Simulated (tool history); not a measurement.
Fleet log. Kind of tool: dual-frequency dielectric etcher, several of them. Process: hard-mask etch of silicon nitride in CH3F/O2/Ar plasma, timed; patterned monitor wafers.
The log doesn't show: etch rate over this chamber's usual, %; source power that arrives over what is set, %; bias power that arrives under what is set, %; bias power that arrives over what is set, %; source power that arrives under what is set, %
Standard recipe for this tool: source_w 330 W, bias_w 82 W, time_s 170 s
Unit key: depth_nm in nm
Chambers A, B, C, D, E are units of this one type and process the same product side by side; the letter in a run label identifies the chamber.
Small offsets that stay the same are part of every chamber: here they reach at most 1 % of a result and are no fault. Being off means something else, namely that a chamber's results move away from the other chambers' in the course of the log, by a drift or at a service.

| run | hour | source_w | bias_w | time_s | hours since the last wet clean | hours since the last source power generator calibration | hours since the last bias power generator calibration | read-back reference wafer on the same gauge, depth_nm | depth_nm |
|---|---|---|---|---|---|---|---|---|---|
| 1E | 8.6 | 330 | 82 | 170 | 717.1 | 1427.7 | 726.9 | 98.019 | 114.85 |
|  | 18.3 | chamber E: wet clean of the chamber |
| 2C | 18.7 | 330 | 82 | 170 | 489.9 | 2011.2 | 4000.4 | 98.043 | 116.35 |
| 3A | 29.4 | 330 | 82 | 170 | 309.7 | 921.5 | 1861.9 | 97.928 | 116.07 |
| 4B | 42.9 | 330 | 82 | 170 | 488.1 | 608.3 | 1856.8 | 98.042 | 116.08 |
| 5D | 52 | 330 | 82 | 170 | 462.5 | 3723.9 | 199.9 | 98.022 | 115.09 |
| 6B | 61.6 | 330 | 82 | 170 | 506.8 | 627 | 1875.5 | 98.065 | 114.36 |
|  | 66.5 | chamber D: wet clean of the chamber |
| 7A | 72.7 | 330 | 82 | 170 | 353 | 964.8 | 1905.2 | 98.015 | 116.78 |
| 8C | 80.1 | 330 | 82 | 170 | 551.3 | 2072.6 | 4061.8 | 97.944 | 116.76 |
|  | 83.2 | chamber B: wet clean of the chamber |
| 9D | 90.4 | 330 | 82 | 170 | 23.9 | 3762.3 | 238.3 | 97.968 | 115.78 |
| 10E | 99.4 | 330 | 82 | 170 | 81.2 | 1518.5 | 817.7 | 97.99 | 115.46 |
| 11D | 109.2 | 330 | 82 | 170 | 42.7 | 3781.1 | 257.1 | 97.992 | 115.35 |
|  | 115.7 | chamber C: wet clean of the chamber |
| 12B | 120.7 | 330 | 82 | 170 | 37.6 | 686.1 | 1934.6 | 97.962 | 115.64 |
| 13C | 128.5 | 330 | 82 | 170 | 12.9 | 2121 | 4110.2 | 98.129 | 120.91 |
| 14A | 137.3 | 280 | 82 | 170 | 417.6 | 1029.4 | 1969.8 | 98.106 | 109.67 |
| 15E | 144 | 280 | 82 | 170 | 125.8 | 1563.1 | 862.3 | 98.051 | 108.44 |
| 16E | 157.7 | 280 | 82 | 170 | 139.5 | 1576.8 | 876 | 98.018 | 107.94 |
| 17A | 170.4 | 280 | 82 | 170 | 450.7 | 1062.5 | 2002.9 | 98.053 | 109.56 |
| 18D | 179.7 | 280 | 82 | 170 | 113.2 | 3851.6 | 327.6 | 98.059 | 108.67 |
| 19B | 186.4 | 330 | 82 | 170 | 103.3 | 751.8 | 2000.3 | 98.035 | 115.29 |
|  | 198.8 | chamber A: wet clean of the chamber |
| 20C | 199.4 | 330 | 82 | 170 | 83.8 | 2191.9 | 4181.1 | 98.017 | 121.63 |
| 21D | 211.3 | 330 | 82 | 170 | 144.8 | 3883.2 | 359.2 | 97.972 | 115.63 |
| 22E | 223.2 | 330 | 82 | 170 | 205 | 1642.3 | 941.5 | 97.944 | 115.43 |
| 23B | 234.3 | 330 | 82 | 170 | 151.2 | 799.7 | 2048.2 | 98.075 | 114.83 |
| 24C | 246.3 | 330 | 64 | 170 | 130.7 | 2238.8 | 4228 | 98.063 | 111.25 |
| 25A | 257.5 | 330 | 64 | 170 | 58.7 | 1149.6 | 2090 | 97.957 | 107.24 |
| 26A | 269.9 | 330 | 64 | 170 | 71.1 | 1162 | 2102.4 | 97.962 | 107.57 |
| 27D | 280.4 | 330 | 64 | 170 | 213.9 | 3952.3 | 428.3 | 97.995 | 106.23 |
| 28C | 293.3 | 330 | 64 | 170 | 177.7 | 2285.8 | 4275 | 97.94 | 111.98 |
| 29B | 307.3 | 330 | 82 | 170 | 224.2 | 872.7 | 2121.2 | 97.905 | 114.89 |
| 30E | 316 | 330 | 82 | 170 | 297.8 | 1735.1 | 1034.3 | 98.107 | 115.59 |
| 31A | 323.2 | 330 | 82 | 170 | 124.4 | 1215.3 | 2155.7 | 98.031 | 115.76 |
| 32B | 334.6 | 330 | 82 | 170 | 251.5 | 900 | 2148.5 | 97.954 | 115.04 |

Next, every chamber runs the same settings. What will each give?
| 33A | 345.3 | 330 | 82 | 170 |  |  |  |  | ? |
| 33B | 345.3 | 330 | 82 | 170 |  |  |  |  | ? |
| 33C | 345.3 | 330 | 82 | 170 |  |  |  |  | ? |
| 33D | 345.3 | 330 | 82 | 170 |  |  |  |  | ? |
| 33E | 345.3 | 330 | 82 | 170 |  |  |  |  | ? |

| run | depth_nm |
|---|---|
| 33A | 116.33 |
| 33B | 114.47 |
| 33C | 121.77 |
| 33D | 115.88 |
| 33E | 115.18 |

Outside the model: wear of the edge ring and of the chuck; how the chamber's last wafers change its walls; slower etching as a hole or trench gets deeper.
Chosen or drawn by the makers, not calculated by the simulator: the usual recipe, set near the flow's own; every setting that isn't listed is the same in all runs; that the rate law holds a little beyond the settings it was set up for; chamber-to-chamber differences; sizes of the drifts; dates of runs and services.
